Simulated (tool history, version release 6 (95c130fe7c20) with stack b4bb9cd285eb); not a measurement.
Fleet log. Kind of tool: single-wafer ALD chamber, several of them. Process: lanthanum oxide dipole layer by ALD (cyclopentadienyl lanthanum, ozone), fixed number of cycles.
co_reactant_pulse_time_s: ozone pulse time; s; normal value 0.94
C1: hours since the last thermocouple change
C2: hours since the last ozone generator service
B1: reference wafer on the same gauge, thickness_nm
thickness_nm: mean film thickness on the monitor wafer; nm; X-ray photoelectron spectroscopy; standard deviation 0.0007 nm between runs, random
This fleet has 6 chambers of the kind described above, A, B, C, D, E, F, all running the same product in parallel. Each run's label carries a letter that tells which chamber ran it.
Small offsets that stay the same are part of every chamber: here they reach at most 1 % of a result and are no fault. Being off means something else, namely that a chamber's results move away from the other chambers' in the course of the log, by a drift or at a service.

run 1C hour=5.5 | co_reactant_pulse_time_s=0.94 | C1=262 C2=826.1 | B1=0.53695 | thickness_nm=0.48697
run 2F hour=14 | co_reactant_pulse_time_s=0.94 | C1=363.1 C2=733.1 | B1=0.53705 | thickness_nm=0.49309
run 3B hour=22.1 | co_reactant_pulse_time_s=0.94 | C1=258.5 C2=933.7 | B1=0.53733 | thickness_nm=0.49182
run 4E hour=31.8 | co_reactant_pulse_time_s=0.94 | C1=3122.4 C2=50.5 | B1=0.53734 | thickness_nm=0.49092
run 5A hour=39.3 | co_reactant_pulse_time_s=0.63 | C1=1754.6 C2=1387.7 | B1=0.53739 | thickness_nm=0.41673
run 6D hour=46.9 | co_reactant_pulse_time_s=0.63 | C1=905.8 C2=470.6 | B1=0.5376 | thickness_nm=0.41495
run 7A hour=57.6 | co_reactant_pulse_time_s=0.63 | C1=1772.9 C2=1406 | B1=0.53768 | thickness_nm=0.41566
run 8B hour=65.7 | co_reactant_pulse_time_s=0.63 | C1=302.1 C2=977.3 | B1=0.53774 | thickness_nm=0.41687
run 9F hour=74.5 | co_reactant_pulse_time_s=0.63 | C1=423.6 C2=793.6 | B1=0.53796 | thickness_nm=0.41819
run 10E hour=81.4 | co_reactant_pulse_time_s=0.63 | C1=3172 C2=100.1 | B1=0.53786 | thickness_nm=0.41364
run 11C hour=90.9 | co_reactant_pulse_time_s=1.26 | C1=347.4 C2=911.5 | B1=0.53791 | thickness_nm=0.52994
run 12D hour=98.6 | co_reactant_pulse_time_s=1.26 | C1=957.5 C2=522.3 | B1=0.53809 | thickness_nm=0.53166
run 13D hour=108 | co_reactant_pulse_time_s=1.26 | C1=966.9 C2=531.7 | B1=0.53804 | thickness_nm=0.5327
run 14A hour=118.2 | co_reactant_pulse_time_s=1.26 | C1=1833.5 C2=1466.6 | B1=0.5381 | thickness_nm=0.53781
run 15E hour=128.7 | co_reactant_pulse_time_s=1.26 | C1=3219.3 C2=147.4 | B1=0.53823 | thickness_nm=0.53522
run 16C hour=139.4 | co_reactant_pulse_time_s=1.26 | C1=395.9 C2=960 | B1=0.53831 | thickness_nm=0.52964
run 17B hour=147.7 | co_reactant_pulse_time_s=0.94 | C1=384.1 C2=1059.3 | B1=0.53842 | thickness_nm=0.49281
run 18F hour=155.9 | co_reactant_pulse_time_s=0.94 | C1=505 C2=875 | B1=0.53852 | thickness_nm=0.49242
-- hour=156.6 chamber B: ozone generator serviced
run 19B hour=163.5 | co_reactant_pulse_time_s=0.94 | C1=399.9 C2=7 | B1=0.53871 | thickness_nm=0.49302
run 20E hour=168.6 | co_reactant_pulse_time_s=0.94 | C1=3259.2 C2=187.3 | B1=0.53866 | thickness_nm=0.49413
run 21C hour=174.4 | co_reactant_pulse_time_s=0.94 | C1=430.9 C2=995 | B1=0.53886 | thickness_nm=0.48806
run 22F hour=183.1 | co_reactant_pulse_time_s=0.94 | C1=532.2 C2=902.2 | B1=0.53878 | thickness_nm=0.49493
run 23D hour=191.7 | co_reactant_pulse_time_s=0.94 | C1=1050.6 C2=615.4 | B1=0.53904 | thickness_nm=0.49036
run 24A hour=200.8 | co_reactant_pulse_time_s=0.94 | C1=1916.1 C2=1549.2 | B1=0.53902 | thickness_nm=0.49594
run 25B hour=208.2 | co_reactant_pulse_time_s=0.94 | C1=444.6 C2=51.7 | B1=0.53911 | thickness_nm=0.49399
run 26A hour=218.6 | co_reactant_pulse_time_s=0.94 | C1=1933.9 C2=1567 | B1=0.53906 | thickness_nm=0.49641
-- hour=222.6 chamber D: ozone generator serviced
run 27C hour=229.8 | co_reactant_pulse_time_s=0.94 | C1=486.3 C2=1050.4 | B1=0.53934 | thickness_nm=0.48889
run 28D hour=236.6 | co_reactant_pulse_time_s=0.94 | C1=1095.5 C2=14.1 | B1=0.53951 | thickness_nm=0.49127
-- hour=242.2 chamber A: ozone generator serviced
run 29E hour=243.4 | co_reactant_pulse_time_s=0.94 | C1=3334 C2=262.1 | B1=0.53934 | thickness_nm=0.49177
run 30F hour=252.9 | co_reactant_pulse_time_s=0.94 | C1=602 C2=972 | B1=0.5397 | thickness_nm=0.49544
run 31A hour=260.9 | co_reactant_pulse_time_s=0.94 | C1=1976.2 C2=18.7 | B1=0.53957 | thickness_nm=0.49633
run 32E hour=268.2 | co_reactant_pulse_time_s=1.3 | C1=3358.8 C2=286.9 | B1=0.53961 | thickness_nm=0.54012
run 33F hour=275.9 | co_reactant_pulse_time_s=1.3 | C1=625 C2=995 | B1=0.5399 | thickness_nm=0.54038
run 34B hour=286.3 | co_reactant_pulse_time_s=1.3 | C1=522.7 C2=129.8 | B1=0.53956 | thickness_nm=0.53947
run 35C hour=295.8 | co_reactant_pulse_time_s=1.3 | C1=552.3 C2=1116.4 | B1=0.54008 | thickness_nm=0.53577
run 36D hour=303.5 | co_reactant_pulse_time_s=1.3 | C1=1162.4 C2=81 | B1=0.54017 | thickness_nm=0.53723
run 37D hour=311.4 | co_reactant_pulse_time_s=1.3 | C1=1170.3 C2=88.9 | B1=0.53995 | thickness_nm=0.53818

Next, every chamber runs the same settings. What will each give?
run 38A hour=319.6 | co_reactant_pulse_time_s=0.75 | thickness_nm=?
run 38B hour=319.6 | co_reactant_pulse_time_s=0.75 | thickness_nm=?
run 38C hour=319.6 | co_reactant_pulse_time_s=0.75 | thickness_nm=?
run 38D hour=319.6 | co_reactant_pulse_time_s=0.75 | thickness_nm=?
run 38E hour=319.6 | co_reactant_pulse_time_s=0.75 | thickness_nm=?
run 38F hour=319.6 | co_reactant_pulse_time_s=0.75 | thickness_nm=?

run=38A thickness_nm=0.45506
run=38B thickness_nm=0.45218
run=38C thickness_nm=0.44863
run=38D thickness_nm=0.45249
run=38E thickness_nm=0.45269
run=38F thickness_nm=0.45335

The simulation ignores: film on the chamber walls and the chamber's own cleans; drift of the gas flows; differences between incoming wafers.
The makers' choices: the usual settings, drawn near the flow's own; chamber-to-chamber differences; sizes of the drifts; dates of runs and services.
